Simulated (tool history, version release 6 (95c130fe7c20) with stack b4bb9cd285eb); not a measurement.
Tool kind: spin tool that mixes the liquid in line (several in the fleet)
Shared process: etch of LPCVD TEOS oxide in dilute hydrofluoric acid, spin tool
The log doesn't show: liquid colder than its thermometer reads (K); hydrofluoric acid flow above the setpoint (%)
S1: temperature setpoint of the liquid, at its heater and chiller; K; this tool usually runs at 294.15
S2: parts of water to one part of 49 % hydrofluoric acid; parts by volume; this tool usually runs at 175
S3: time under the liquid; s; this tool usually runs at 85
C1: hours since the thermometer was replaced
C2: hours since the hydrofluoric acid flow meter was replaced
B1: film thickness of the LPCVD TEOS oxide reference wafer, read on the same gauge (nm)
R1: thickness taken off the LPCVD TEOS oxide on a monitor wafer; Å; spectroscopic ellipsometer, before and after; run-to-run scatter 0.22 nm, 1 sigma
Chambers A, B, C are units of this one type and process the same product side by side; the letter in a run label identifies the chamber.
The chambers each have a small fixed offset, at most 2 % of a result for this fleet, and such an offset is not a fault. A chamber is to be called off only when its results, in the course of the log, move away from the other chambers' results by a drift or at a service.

run,day,S1,S2,S3,C1,C2,B1,R1
1B,0.267,294.15,175,85,827.7,912.1,149.98,225.18
2A,0.717,294.15,175,85,919.3,264.8,150.02,220.27
3C,1.304,294.15,175,85,1897.5,551.5,150.00,219.96
4C,1.650,294.15,175,85,1905.8,559.8,149.94,218.99
5B,2.046,294.15,175,85,870.4,954.8,149.94,223.47
6A,2.529,294.15,175,85,962.8,308.3,150.03,218.36
7A,2.804,294.15,175,85,969.4,314.9,150.05,215.00
8B,3.183,294.15,175,85,897.7,982.1,150.02,222.33
9C,3.633,294.15,175,85,1953.4,607.4,149.99,223.92
10C,4.179,294.15,175,85,1966.5,620.5,150.01,226.12
11B,4.488,294.15,175,85,929.0,1013.4,149.98,225.44
12A,4.788,294.15,175,85,1017.0,362.5,149.98,219.67
13A,5.183,294.15,175,85,1026.5,372.0,149.99,218.29
14B,5.671,294.15,175,85,957.4,1041.8,150.01,225.51
15C,6.050,294.15,175,85,2011.4,665.4,150.00,233.78
16A,6.471,294.15,175,85,1057.4,402.9,150.03,221.82
17B,7.004,294.15,175,85,989.4,1073.8,149.97,218.95
18C,7.500,294.15,175,85,2046.2,700.2,150.02,234.81
19A,7.904,294.15,220,85,1091.8,437.3,149.96,166.30
20B,8.454,294.15,220,85,1024.2,1108.6,150.01,165.62
21C,8.925,294.15,220,85,2080.4,734.4,149.99,178.73

The same settings go to every chamber for the next run, one line per chamber below. Forecast the results for each:
22A,9.354,294.15,175,85,,,,?
22B,9.354,294.15,175,85,,,,?
22C,9.354,294.15,175,85,,,,?

run,R1
22A,215.02
22B,223.69
22C,239.76
